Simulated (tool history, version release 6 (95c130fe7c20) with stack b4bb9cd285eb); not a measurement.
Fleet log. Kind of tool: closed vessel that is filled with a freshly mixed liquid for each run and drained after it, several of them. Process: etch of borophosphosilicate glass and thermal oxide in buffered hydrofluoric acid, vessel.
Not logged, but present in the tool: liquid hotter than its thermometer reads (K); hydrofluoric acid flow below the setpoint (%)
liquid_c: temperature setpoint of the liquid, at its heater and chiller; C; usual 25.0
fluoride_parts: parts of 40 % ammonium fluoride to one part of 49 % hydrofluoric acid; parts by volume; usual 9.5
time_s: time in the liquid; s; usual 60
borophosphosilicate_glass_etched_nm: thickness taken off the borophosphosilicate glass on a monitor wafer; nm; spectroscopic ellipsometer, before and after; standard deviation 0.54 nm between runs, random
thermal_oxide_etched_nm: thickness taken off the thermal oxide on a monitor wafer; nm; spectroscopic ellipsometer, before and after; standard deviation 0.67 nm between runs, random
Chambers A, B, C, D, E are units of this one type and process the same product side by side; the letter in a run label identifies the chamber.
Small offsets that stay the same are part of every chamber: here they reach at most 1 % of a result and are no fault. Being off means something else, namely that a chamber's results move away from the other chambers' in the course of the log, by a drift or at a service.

run   hour  liquid_c  fluoride_parts  time_s  hours since the thermometer was replaced  hours since the hydrofluoric acid flow meter was replaced  read-back film thickness of the borophosphosilicate glass reference wafer, read on the same gauge (nm)  read-back film thickness of the thermal oxide reference wafer, read on the same gauge (nm)  borophosphosilicate_glass_etched_nm  thermal_oxide_etched_nm
 1E    5.7      25.0             9.5      60                                     200.4                                                     1131.5                                                                                                 100.020                                                                                      70.016                               81.134                   75.289
 2C    8.7      25.0             9.5      60                                     449.3                                                      862.9                                                                                                  99.968                                                                                      69.997                               81.584                   73.511
 3A   13.9      25.0             9.5      60                                     279.2                                                      423.9                                                                                                  99.984                                                                                      70.029                               82.175                   75.689
 4D   18.9      25.0             9.5      60                                    1449.6                                                     1932.3                                                                                                  99.991                                                                                      69.997                               80.764                   75.309
 5B   22.8      25.0             9.5      60                                     168.2                                                      380.7                                                                                                  99.986                                                                                      70.014                               80.288                   76.370
 6D   28.8      25.0             9.5      35                                    1459.5                                                     1942.2                                                                                                  99.961                                                                                      70.011                               47.628                   43.576
 7C   31.8      25.0             9.5      35                                     472.4                                                      886.0                                                                                                  99.996                                                                                      69.995                               46.699                   44.214
 8B   35.8      25.0             9.5      35                                     181.2                                                      393.7                                                                                                  99.952                                                                                      70.005                               47.927                   43.975
 9E   40.3      25.0             9.5      35                                     235.0                                                     1166.1                                                                                                 100.040                                                                                      69.996                               47.926                   44.273
10A   44.1      25.0             9.5      35                                     309.4                                                      454.1                                                                                                  99.987                                                                                      70.001                               48.241                   44.285
11E   50.2      25.0             9.5      60                                     244.9                                                     1176.0                                                                                                 100.020                                                                                      69.988                               81.540                   75.581
12A   56.3      25.0             9.5      60                                     321.6                                                      466.3                                                                                                  99.997                                                                                      70.012                               82.788                   75.723
13B   62.1      23.5             9.5      80                                     207.5                                                      420.0                                                                                                 100.020                                                                                      70.016                               98.356                   93.268
14D   66.6      23.5             9.5      80                                    1497.3                                                     1980.0                                                                                                  99.968                                                                                      69.994                              100.660                   93.860
15C   72.1      23.5             9.5      80                                     512.7                                                      926.3                                                                                                 100.050                                                                                      69.977                              101.130                   93.093
16D   76.6      23.5             9.5      80                                    1507.3                                                     1990.0                                                                                                  99.989                                                                                      69.998                              101.110                   93.196
17B   80.1      23.5             9.5      80                                     225.5                                                      438.0                                                                                                 100.030                                                                                      70.016                               99.970                   93.055
18E   84.0      25.0             9.5      60                                     278.7                                                     1209.8                                                                                                 100.020                                                                                      70.009                               82.391                   75.624
19A   88.7      25.0             9.5      60                                     354.0                                                      498.7                                                                                                 100.010                                                                                      70.014                               82.600                   75.554
20C   92.1      25.0             9.5      60                                     532.7                                                      946.3                                                                                                  99.992                                                                                      70.013                               81.084                   75.313
21B   96.7      25.0             9.5      60                                     242.1                                                      454.6                                                                                                  99.996                                                                                      69.995                               81.629                   75.458
22C  102.8      25.0             9.5      60                                     543.4                                                      957.0                                                                                                  99.978                                                                                      69.998                               81.296                   75.766
23D  108.4      25.0             9.5      60                                    1539.1                                                     2021.8                                                                                                 100.020                                                                                      69.995                               81.941                   75.095
24A  114.0      25.0             9.5      60                                     379.3                                                      524.0                                                                                                 100.020                                                                                      69.998                               82.175                   73.345
25E  117.1      25.0             9.5      60                                     311.8                                                     1242.9                                                                                                 100.030                                                                                      69.999                               81.647                   76.954
26A  120.6      25.0             9.5      60                                     385.9                                                      530.6                                                                                                  99.981                                                                                      70.006                               82.514                   74.552
     121.8  -- chamber D: hydrofluoric acid flow meter replaced
27E  125.5      25.0             9.5      60                                     320.2                                                     1251.3                                                                                                  99.944                                                                                      69.999                               82.081                   74.931
28D  131.8      21.0            13.0      60                                    1562.5                                                       10.1                                                                                                  99.980                                                                                      70.008                               48.535                   45.449
29B  137.3      21.0            13.0      60                                     282.7                                                      495.2                                                                                                 100.010                                                                                      70.014                               49.382                   45.545
30C  144.2      21.0            13.0      60                                     584.8                                                      998.4                                                                                                 100.040                                                                                      70.005                               48.670                   44.896
31D  149.1      21.0            13.0      60                                    1579.8                                                       27.4                                                                                                 100.020                                                                                      70.010                               48.445                   45.336
32A  153.4      21.0            13.0      60                                     418.7                                                      563.4                                                                                                  99.986                                                                                      69.981                               49.761                   45.607
33E  160.1      25.0             9.5      60                                     354.8                                                     1285.9                                                                                                 100.010                                                                                      69.990                               82.478                   76.677
34C  167.1      25.0             9.5      60                                     607.7                                                     1021.3                                                                                                 100.030                                                                                      70.012                               81.314                   75.904
35B  171.6      25.0             9.5      60                                     317.0                                                      529.5                                                                                                  99.969                                                                                      70.006                               79.916                   74.627
36A  178.2      23.5            13.0      60                                     443.5                                                      588.2                                                                                                 100.050                                                                                      69.994                               56.843                   51.758
37B  182.3      23.5            13.0      60                                     327.7                                                      540.2                                                                                                  99.978                                                                                      69.999                               56.480                   50.832
38E  189.3      23.5            13.0      60                                     384.0                                                     1315.1                                                                                                  99.986                                                                                      70.012                               56.842                   52.015
39C  194.9      23.5            13.0      60                                     635.5                                                     1049.1                                                                                                  99.966                                                                                      69.995                               55.766                   51.988
40D  199.9      23.5            13.0      60                                    1630.6                                                       78.2                                                                                                  99.979                                                                                      70.005                               55.786                   51.457
41C  204.3      25.0             9.5      60                                     644.9                                                     1058.5                                                                                                 100.060                                                                                      69.998                               81.547                   75.927
     205.9  -- chamber B: hydrofluoric acid flow meter replaced
42A  207.8      21.5            11.5      60                                     473.1                                                      617.8                                                                                                  99.976                                                                                      69.977                               57.419                   52.297
43B  212.9      21.5            11.5      60                                     358.3                                                        7.0                                                                                                  99.976                                                                                      69.995                               56.252                   53.255
44D  219.7      21.5            11.5      60                                    1650.4                                                       98.0                                                                                                 100.000                                                                                      70.017                               57.116                   51.645

Each of the 5 chambers runs these same settings next. Fill in every chamber's results:
45A  224.7      25.0             9.5      60                                                                                                                                                                                                                                                                                                                                             ?                        ?
45B  224.7      25.0             9.5      60                                                                                                                                                                                                                                                                                                                                             ?                        ?
45C  224.7      25.0             9.5      60                                                                                                                                                                                                                                                                                                                                             ?                        ?
45D  224.7      25.0             9.5      60                                                                                                                                                                                                                                                                                                                                             ?                        ?
45E  224.7      25.0             9.5      60                                                                                                                                                                                                                                                                                                                                             ?                        ?

run  borophosphosilicate_glass_etched_nm  thermal_oxide_etched_nm
45A                               82.232                   75.498
45B                               81.100                   76.053
45C                               81.390                   75.396
45D                               81.392                   76.043
45E                               81.074                   75.404
